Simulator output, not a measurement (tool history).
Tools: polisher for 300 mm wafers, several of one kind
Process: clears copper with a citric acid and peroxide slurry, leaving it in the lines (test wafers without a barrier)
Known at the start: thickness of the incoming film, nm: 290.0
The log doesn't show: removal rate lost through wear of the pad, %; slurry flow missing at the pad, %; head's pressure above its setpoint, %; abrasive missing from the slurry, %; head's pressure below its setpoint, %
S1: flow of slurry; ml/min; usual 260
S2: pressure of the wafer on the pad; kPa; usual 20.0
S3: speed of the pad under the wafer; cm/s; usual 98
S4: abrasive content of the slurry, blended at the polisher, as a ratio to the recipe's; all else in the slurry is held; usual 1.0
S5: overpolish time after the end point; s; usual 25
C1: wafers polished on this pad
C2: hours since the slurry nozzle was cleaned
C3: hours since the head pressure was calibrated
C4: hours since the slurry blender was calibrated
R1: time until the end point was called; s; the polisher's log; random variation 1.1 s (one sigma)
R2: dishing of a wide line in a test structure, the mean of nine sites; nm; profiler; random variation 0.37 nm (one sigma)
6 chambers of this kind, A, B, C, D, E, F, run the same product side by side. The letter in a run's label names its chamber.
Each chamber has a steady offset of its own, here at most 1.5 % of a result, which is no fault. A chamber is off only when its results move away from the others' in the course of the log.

{"hour": 2.8, "done": "chamber C: slurry nozzle cleaned"}
{"hour": 10.5, "done": "chamber B: worn pad replaced by a new one"}
{"run": "1D", "hour": 13.5, "S1": 260, "S2": 20.0, "S3": 98, "S4": 1.0, "S5": 25, "C1": 314, "C2": 183.5, "C3": 82.2, "C4": 18.2, "R1": 132.88, "R2": 19.093}
{"hour": 20.8, "done": "chamber B: slurry blender recalibrated"}
{"hour": 27.9, "done": "chamber C: worn pad replaced by a new one"}
{"run": "2B", "hour": 28.5, "S1": 260, "S2": 20.0, "S3": 98, "S4": 1.0, "S5": 25, "C1": 160, "C2": 254.3, "C3": 939.7, "C4": 7.8, "R1": 134.47, "R2": 19.301}
{"hour": 39.1, "done": "chamber B: head pressure recalibrated"}
{"run": "3E", "hour": 42.5, "S1": 260, "S2": 20.0, "S3": 98, "S4": 1.0, "S5": 25, "C1": 792, "C2": 454.5, "C3": 354.4, "C4": 286.8, "R1": 132.06, "R2": 19.236}
{"hour": 43.6, "done": "chamber E: worn pad replaced by a new one"}
{"run": "4C", "hour": 55.4, "S1": 260, "S2": 20.0, "S3": 98, "S4": 1.0, "S5": 25, "C1": 244, "C2": 52.7, "C3": 63.3, "C4": 90.7, "R1": 132.65, "R2": 19.347}
{"hour": 55.6, "done": "chamber A: worn pad replaced by a new one"}
{"hour": 57.8, "done": "chamber F: worn pad replaced by a new one"}
{"run": "5F", "hour": 65.5, "S1": 260, "S2": 20.0, "S3": 98, "S4": 1.0, "S5": 25, "C1": 69, "C2": 455.7, "C3": 297.6, "C4": 162.7, "R1": 133.8, "R2": 19.207}
{"hour": 68.3, "done": "chamber D: worn pad replaced by a new one"}
{"run": "6A", "hour": 78.7, "S1": 260, "S2": 20.0, "S3": 98, "S4": 1.0, "S5": 25, "C1": 205, "C2": 368.0, "C3": 821.8, "C4": 141.7, "R1": 137.13, "R2": 19.041}
{"hour": 79.1, "done": "chamber A: slurry blender recalibrated"}
{"run": "7A", "hour": 91.7, "S1": 260, "S2": 20.0, "S3": 98, "S4": 1.0, "S5": 25, "C1": 321, "C2": 381.0, "C3": 834.8, "C4": 12.6, "R1": 133.27, "R2": 19.13}
{"run": "8B", "hour": 107.4, "S1": 260, "S2": 20.0, "S3": 98, "S4": 1.0, "S5": 25, "C1": 860, "C2": 333.2, "C3": 68.3, "C4": 86.7, "R1": 134.2, "R2": 18.863}
{"run": "9E", "hour": 119.1, "S1": 260, "S2": 20.0, "S3": 98, "S4": 1.0, "S5": 25, "C1": 671, "C2": 531.1, "C3": 431.0, "C4": 363.4, "R1": 131.62, "R2": 19.99}
{"run": "10C", "hour": 132.1, "S1": 260, "S2": 20.0, "S3": 98, "S4": 1.0, "S5": 25, "C1": 925, "C2": 129.4, "C3": 140.0, "C4": 167.4, "R1": 133.52, "R2": 19.325}
{"hour": 135.3, "done": "chamber B: slurry blender recalibrated"}
{"hour": 137.5, "done": "chamber E: worn pad replaced by a new one"}
{"run": "11D", "hour": 143.5, "S1": 260, "S2": 20.0, "S3": 98, "S4": 1.0, "S5": 25, "C1": 668, "C2": 313.5, "C3": 212.2, "C4": 148.2, "R1": 131.84, "R2": 19.319}
{"hour": 145.6, "done": "chamber E: slurry blender recalibrated"}
{"hour": 152.5, "done": "chamber F: worn pad replaced by a new one"}
{"run": "12F", "hour": 159.0, "S1": 260, "S2": 20.0, "S3": 98, "S4": 1.0, "S5": 25, "C1": 57, "C2": 549.2, "C3": 391.1, "C4": 256.2, "R1": 133.69, "R2": 19.654}
{"hour": 159.1, "done": "chamber D: slurry nozzle cleaned"}
{"hour": 163.4, "done": "chamber C: worn pad replaced by a new one"}
{"hour": 164.1, "done": "chamber D: worn pad replaced by a new one"}
{"hour": 164.4, "done": "chamber B: worn pad replaced by a new one"}
{"run": "13E", "hour": 173.0, "S1": 260, "S2": 20.0, "S3": 98, "S4": 1.0, "S5": 25, "C1": 315, "C2": 585.0, "C3": 484.9, "C4": 27.5, "R1": 134.08, "R2": 20.391}
{"run": "14A", "hour": 183.9, "S1": 260, "S2": 13.8, "S3": 74, "S4": 1.0, "S5": 25, "C1": 1139, "C2": 473.2, "C3": 927.0, "C4": 104.8, "R1": 255.46, "R2": 14.486}
{"hour": 194.4, "done": "chamber A: worn pad replaced by a new one"}
{"run": "15B", "hour": 198.4, "S1": 260, "S2": 13.8, "S3": 74, "S4": 1.0, "S5": 25, "C1": 302, "C2": 424.2, "C3": 159.3, "C4": 63.1, "R1": 250.7, "R2": 14.892}
{"hour": 203.6, "done": "chamber D: slurry blender recalibrated"}
{"hour": 206.6, "done": "chamber B: slurry nozzle cleaned"}
{"run": "16C", "hour": 209.0, "S1": 260, "S2": 13.8, "S3": 74, "S4": 1.0, "S5": 25, "C1": 405, "C2": 206.3, "C3": 216.9, "C4": 244.3, "R1": 244.49, "R2": 14.396}
{"run": "17D", "hour": 218.1, "S1": 260, "S2": 13.8, "S3": 74, "S4": 1.0, "S5": 25, "C1": 479, "C2": 59.1, "C3": 286.8, "C4": 14.5, "R1": 248.69, "R2": 14.289}
{"hour": 224.6, "done": "chamber E: worn pad replaced by a new one"}
{"hour": 228.1, "done": "chamber A: slurry blender recalibrated"}
{"hour": 230.9, "done": "chamber C: slurry blender recalibrated"}
{"hour": 231.2, "done": "chamber B: slurry blender recalibrated"}
{"hour": 232.7, "done": "chamber F: slurry blender recalibrated"}
{"run": "18F", "hour": 233.3, "S1": 260, "S2": 13.8, "S3": 74, "S4": 1.0, "S5": 25, "C1": 717, "C2": 623.5, "C3": 465.4, "C4": 0.6, "R1": 253.44, "R2": 14.579}
{"hour": 235.7, "done": "chamber F: worn pad replaced by a new one"}
{"hour": 236.3, "done": "chamber A: slurry nozzle cleaned"}
{"run": "19C", "hour": 243.9, "S1": 260, "S2": 13.8, "S3": 74, "S4": 1.0, "S5": 25, "C1": 715, "C2": 241.2, "C3": 251.8, "C4": 13.1, "R1": 247.76, "R2": 14.704}
{"hour": 248.2, "done": "chamber D: worn pad replaced by a new one"}
{"hour": 254.9, "done": "chamber D: head pressure recalibrated"}
{"run": "20B", "hour": 257.6, "S1": 260, "S2": 20.0, "S3": 98, "S4": 1.0, "S5": 25, "C1": 827, "C2": 51.1, "C3": 218.5, "C4": 26.4, "R1": 134.12, "R2": 19.242}
{"hour": 265.6, "done": "chamber E: slurry nozzle cleaned"}
{"run": "21D", "hour": 266.6, "S1": 260, "S2": 20.0, "S3": 98, "S4": 1.0, "S5": 25, "C1": 163, "C2": 107.6, "C3": 11.8, "C4": 63.0, "R1": 133.36, "R2": 19.111}
{"run": "22A", "hour": 273.5, "S1": 260, "S2": 20.0, "S3": 98, "S4": 1.0, "S5": 25, "C1": 702, "C2": 37.3, "C3": 1016.6, "C4": 45.4, "R1": 134.93, "R2": 18.798}
{"hour": 279.9, "done": "chamber A: head pressure recalibrated"}
{"run": "23F", "hour": 286.0, "S1": 260, "S2": 20.0, "S3": 98, "S4": 1.0, "S5": 25, "C1": 447, "C2": 676.2, "C3": 518.1, "C4": 53.3, "R1": 132.44, "R2": 19.063}
{"run": "24E", "hour": 300.6, "S1": 260, "S2": 20.0, "S3": 98, "S4": 1.0, "S5": 25, "C1": 674, "C2": 35.0, "C3": 612.5, "C4": 155.1, "R1": 134.0, "R2": 19.685}
{"hour": 314.2, "done": "chamber B: worn pad replaced by a new one"}
{"hour": 315.3, "done": "chamber C: worn pad replaced by a new one"}
{"run": "25B", "hour": 315.4, "S1": 260, "S2": 20.0, "S3": 98, "S4": 1.0, "S5": 25, "C1": 11, "C2": 108.9, "C3": 276.3, "C4": 84.2, "R1": 133.26, "R2": 19.163}
{"hour": 315.5, "done": "chamber F: worn pad replaced by a new one"}
{"hour": 316.6, "done": "chamber F: slurry nozzle cleaned"}
{"hour": 319.5, "done": "chamber E: head pressure recalibrated"}
{"hour": 323.6, "done": "chamber A: worn pad replaced by a new one"}
{"run": "26A", "hour": 324.0, "S1": 260, "S2": 20.0, "S3": 98, "S4": 1.0, "S5": 25, "C1": 4, "C2": 87.8, "C3": 44.1, "C4": 95.9, "R1": 132.77, "R2": 19.939}
{"run": "27D", "hour": 332.2, "S1": 260, "S2": 20.0, "S3": 98, "S4": 1.0, "S5": 25, "C1": 745, "C2": 173.2, "C3": 77.4, "C4": 128.6, "R1": 134.9, "R2": 19.503}
{"hour": 332.9, "done": "chamber E: worn pad replaced by a new one"}
{"run": "28F", "hour": 340.6, "S1": 260, "S2": 20.0, "S3": 86, "S4": 1.0, "S5": 36, "C1": 223, "C2": 24.1, "C3": 572.7, "C4": 107.9, "R1": 151.86, "R2": 21.111}
{"hour": 341.6, "done": "chamber B: slurry blender recalibrated"}
{"hour": 343.6, "done": "chamber D: worn pad replaced by a new one"}
{"run": "29C", "hour": 350.7, "S1": 260, "S2": 20.0, "S3": 86, "S4": 1.0, "S5": 36, "C1": 314, "C2": 348.0, "C3": 358.6, "C4": 119.9, "R1": 151.81, "R2": 20.782}
{"run": "30E", "hour": 359.5, "S1": 260, "S2": 20.0, "S3": 86, "S4": 1.0, "S5": 36, "C1": 236, "C2": 93.9, "C3": 40.0, "C4": 214.0, "R1": 150.96, "R2": 20.807}
{"run": "31C", "hour": 370.9, "S1": 260, "S2": 20.0, "S3": 86, "S4": 1.0, "S5": 36, "C1": 493, "C2": 368.2, "C3": 378.8, "C4": 140.1, "R1": 147.76, "R2": 20.834}
{"run": "32E", "hour": 382.6, "S1": 260, "S2": 20.0, "S3": 86, "S4": 1.0, "S5": 36, "C1": 441, "C2": 117.0, "C3": 63.1, "C4": 237.1, "R1": 149.01, "R2": 20.348}
{"hour": 387.1, "done": "chamber A: slurry blender recalibrated"}
{"run": "33B", "hour": 394.6, "S1": 260, "S2": 20.0, "S3": 86, "S4": 1.0, "S5": 36, "C1": 714, "C2": 188.1, "C3": 355.5, "C4": 53.0, "R1": 151.93, "R2": 21.132}
{"run": "34A", "hour": 404.6, "S1": 260, "S2": 20.0, "S3": 98, "S4": 1.0, "S5": 25, "C1": 719, "C2": 168.4, "C3": 124.7, "C4": 17.5, "R1": 134.03, "R2": 19.653}
{"hour": 407.4, "done": "chamber F: worn pad replaced by a new one"}
{"run": "35D", "hour": 415.4, "S1": 260, "S2": 20.0, "S3": 98, "S4": 1.1, "S5": 25, "C1": 638, "C2": 256.4, "C3": 160.6, "C4": 211.8, "R1": 130.09, "R2": 19.83}
{"hour": 419.0, "done": "chamber C: slurry nozzle cleaned"}
{"run": "36F", "hour": 431.3, "S1": 260, "S2": 20.0, "S3": 98, "S4": 1.1, "S5": 25, "C1": 212, "C2": 114.8, "C3": 663.4, "C4": 198.6, "R1": 131.8, "R2": 19.598}
{"run": "37F", "hour": 444.9, "S1": 260, "S2": 20.0, "S3": 98, "S4": 1.1, "S5": 25, "C1": 333, "C2": 128.4, "C3": 677.0, "C4": 212.2, "R1": 130.13, "R2": 19.332}
{"run": "38C", "hour": 454.2, "S1": 260, "S2": 20.0, "S3": 98, "S4": 1.1, "S5": 25, "C1": 1233, "C2": 35.3, "C3": 462.1, "C4": 223.4, "R1": 130.94, "R2": 19.747}

Is one chamber off against the others, does the gauge drift, or is nothing wrong? If a chamber is off, say which, and what the likeliest cause is.

No chamber stands off beyond its own small offset, and the gauge holds steady.
